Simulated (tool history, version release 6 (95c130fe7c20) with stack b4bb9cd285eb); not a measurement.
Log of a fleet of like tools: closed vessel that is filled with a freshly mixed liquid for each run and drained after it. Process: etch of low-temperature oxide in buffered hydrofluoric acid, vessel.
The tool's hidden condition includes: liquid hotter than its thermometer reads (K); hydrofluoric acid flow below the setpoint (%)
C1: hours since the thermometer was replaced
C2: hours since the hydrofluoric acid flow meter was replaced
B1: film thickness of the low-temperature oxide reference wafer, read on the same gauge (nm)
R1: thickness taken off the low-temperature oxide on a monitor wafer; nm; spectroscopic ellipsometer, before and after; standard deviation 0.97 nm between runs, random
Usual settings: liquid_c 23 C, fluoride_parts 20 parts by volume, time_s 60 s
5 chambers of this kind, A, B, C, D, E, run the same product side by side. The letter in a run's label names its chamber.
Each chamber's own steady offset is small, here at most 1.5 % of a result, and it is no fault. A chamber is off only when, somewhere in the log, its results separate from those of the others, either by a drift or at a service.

run 1D day=0.375 | liquid_c=23 fluoride_parts=20 time_s=60 | C1=1548.6 C2=46.4 | B1=120 | R1=192.24
run 2C day=0.912 | liquid_c=23 fluoride_parts=20 time_s=60 | C1=203.5 C2=726.1 | B1=120.01 | R1=189.78
run 3E day=1.362 | liquid_c=23 fluoride_parts=20 time_s=60 | C1=417.6 C2=211.8 | B1=119.99 | R1=189.5
run 4B day=1.821 | liquid_c=23 fluoride_parts=20 time_s=60 | C1=1139.3 C2=1018.8 | B1=120.02 | R1=193.5
run 5A day=2.104 | liquid_c=18.5 fluoride_parts=20 time_s=30 | C1=916.4 C2=1467.5 | B1=119.99 | R1=75.116
run 6E day=2.633 | liquid_c=18.5 fluoride_parts=20 time_s=30 | C1=448.1 C2=242.3 | B1=120.02 | R1=73.927
run 7B day=2.929 | liquid_c=18.5 fluoride_parts=20 time_s=30 | C1=1165.9 C2=1045.4 | B1=120.01 | R1=75.607
run 8D day=3.425 | liquid_c=18.5 fluoride_parts=20 time_s=30 | C1=1621.8 C2=119.6 | B1=120.01 | R1=74.63
run 9A day=3.792 | liquid_c=18.5 fluoride_parts=20 time_s=30 | C1=956.9 C2=1508 | B1=119.98 | R1=74.246
-- day=4.196 chamber B: hydrofluoric acid flow meter replaced
run 10C day=4.321 | liquid_c=23 fluoride_parts=20 time_s=60 | C1=285.3 C2=807.9 | B1=120.01 | R1=190.45
-- day=4.525 chamber A: hydrofluoric acid flow meter replaced
run 11B day=4.9 | liquid_c=23 fluoride_parts=20 time_s=60 | C1=1213.2 C2=17 | B1=119.99 | R1=194.87
-- day=5.408 chamber B: thermometer replaced
run 12D day=5.421 | liquid_c=23 fluoride_parts=20 time_s=60 | C1=1669.7 C2=167.5 | B1=120.01 | R1=189.44
run 13E day=5.779 | liquid_c=23 fluoride_parts=20 time_s=60 | C1=523.6 C2=317.8 | B1=119.99 | R1=189.78
run 14C day=6.258 | liquid_c=23 fluoride_parts=20 time_s=60 | C1=331.8 C2=854.4 | B1=120 | R1=188.88
run 15A day=6.558 | liquid_c=19.5 fluoride_parts=20 time_s=35 | C1=1023.3 C2=48.8 | B1=119.99 | R1=92.52
run 16B day=6.842 | liquid_c=19.5 fluoride_parts=20 time_s=35 | C1=34.4 C2=63.6 | B1=120 | R1=92.752
-- day=7.104 chamber C: hydrofluoric acid flow meter replaced
run 17A day=7.412 | liquid_c=19.5 fluoride_parts=20 time_s=35 | C1=1043.8 C2=69.3 | B1=120 | R1=91.932
run 18D day=7.717 | liquid_c=19.5 fluoride_parts=20 time_s=35 | C1=1724.8 C2=222.6 | B1=119.99 | R1=93.843
run 19C day=8.25 | liquid_c=19.5 fluoride_parts=20 time_s=35 | C1=379.6 C2=27.6 | B1=120.01 | R1=92.149
run 20E day=8.758 | liquid_c=23 fluoride_parts=20 time_s=60 | C1=595.1 C2=389.3 | B1=120 | R1=188.58
run 21A day=9.308 | liquid_c=23 fluoride_parts=20 time_s=60 | C1=1089.3 C2=114.8 | B1=120.02 | R1=192.31
run 22E day=9.588 | liquid_c=23 fluoride_parts=20 time_s=60 | C1=615 C2=409.2 | B1=120 | R1=189.67
run 23D day=9.875 | liquid_c=23 fluoride_parts=20 time_s=60 | C1=1776.6 C2=274.4 | B1=120 | R1=196.96
run 24C day=10.321 | liquid_c=23 fluoride_parts=20 time_s=60 | C1=429.3 C2=77.3 | B1=120.02 | R1=191.34
run 25B day=10.742 | liquid_c=23 fluoride_parts=20 time_s=60 | C1=128 C2=157.2 | B1=119.99 | R1=193.96
run 26E day=11.304 | liquid_c=23 fluoride_parts=20 time_s=60 | C1=656.2 C2=450.4 | B1=120.02 | R1=189.27
run 27D day=11.667 | liquid_c=23 fluoride_parts=20 time_s=60 | C1=1819.6 C2=317.4 | B1=120 | R1=196.88
run 28A day=12.217 | liquid_c=23 fluoride_parts=20 time_s=60 | C1=1159.1 C2=184.6 | B1=119.99 | R1=192.14
run 29C day=12.75 | liquid_c=23 fluoride_parts=20 time_s=60 | C1=487.6 C2=135.6 | B1=120.01 | R1=190.55
run 30B day=13 | liquid_c=23 fluoride_parts=20 time_s=60 | C1=182.2 C2=211.4 | B1=120.01 | R1=194.08
run 31B day=13.475 | liquid_c=23 fluoride_parts=20 time_s=60 | C1=193.6 C2=222.8 | B1=120 | R1=193.27
run 32A day=13.979 | liquid_c=23 fluoride_parts=20 time_s=60 | C1=1201.4 C2=226.9 | B1=119.99 | R1=191.58
run 33D day=14.408 | liquid_c=23 fluoride_parts=20 time_s=60 | C1=1885.4 C2=383.2 | B1=120 | R1=200.92
run 34E day=14.688 | liquid_c=23 fluoride_parts=20 time_s=60 | C1=737.4 C2=531.6 | B1=120 | R1=190.1
run 35C day=15.183 | liquid_c=23 fluoride_parts=20 time_s=60 | C1=546 C2=194 | B1=120 | R1=189.22
run 36E day=15.533 | liquid_c=23 fluoride_parts=20 time_s=60 | C1=757.7 C2=551.9 | B1=120 | R1=187.57
run 37D day=16.033 | liquid_c=23 fluoride_parts=20 time_s=60 | C1=1924.4 C2=422.2 | B1=119.99 | R1=202.12
run 38B day=16.325 | liquid_c=23 fluoride_parts=20 time_s=60 | C1=262 C2=291.2 | B1=119.99 | R1=195.1
run 39C day=16.867 | liquid_c=23 fluoride_parts=20 time_s=60 | C1=586.4 C2=234.4 | B1=120.01 | R1=190.21
run 40A day=17.367 | liquid_c=23 fluoride_parts=20 time_s=60 | C1=1282.7 C2=308.2 | B1=119.99 | R1=190.1
run 41D day=17.879 | liquid_c=23 fluoride_parts=20 time_s=60 | C1=1968.7 C2=466.5 | B1=120.01 | R1=204.95
run 42C day=18.154 | liquid_c=23 fluoride_parts=24.5 time_s=60 | C1=617.3 C2=265.3 | B1=120 | R1=164.16
run 43A day=18.488 | liquid_c=23 fluoride_parts=24.5 time_s=60 | C1=1309.6 C2=335.1 | B1=120.01 | R1=165.41
run 44E day=18.95 | liquid_c=23 fluoride_parts=24.5 time_s=60 | C1=839.7 C2=633.9 | B1=119.99 | R1=162.85

Each of the 5 chambers runs these same settings next. Fill in every chamber's results:
run 45A day=19.367 | liquid_c=25 fluoride_parts=20 time_s=60 | R1=?
run 45B day=19.367 | liquid_c=25 fluoride_parts=20 time_s=60 | R1=?
run 45C day=19.367 | liquid_c=25 fluoride_parts=20 time_s=60 | R1=?
run 45D day=19.367 | liquid_c=25 fluoride_parts=20 time_s=60 | R1=?
run 45E day=19.367 | liquid_c=25 fluoride_parts=20 time_s=60 | R1=?

run=45A R1=214.13
run=45B R1=216.26
run=45C R1=212.36
run=45D R1=227.38
run=45E R1=210.5
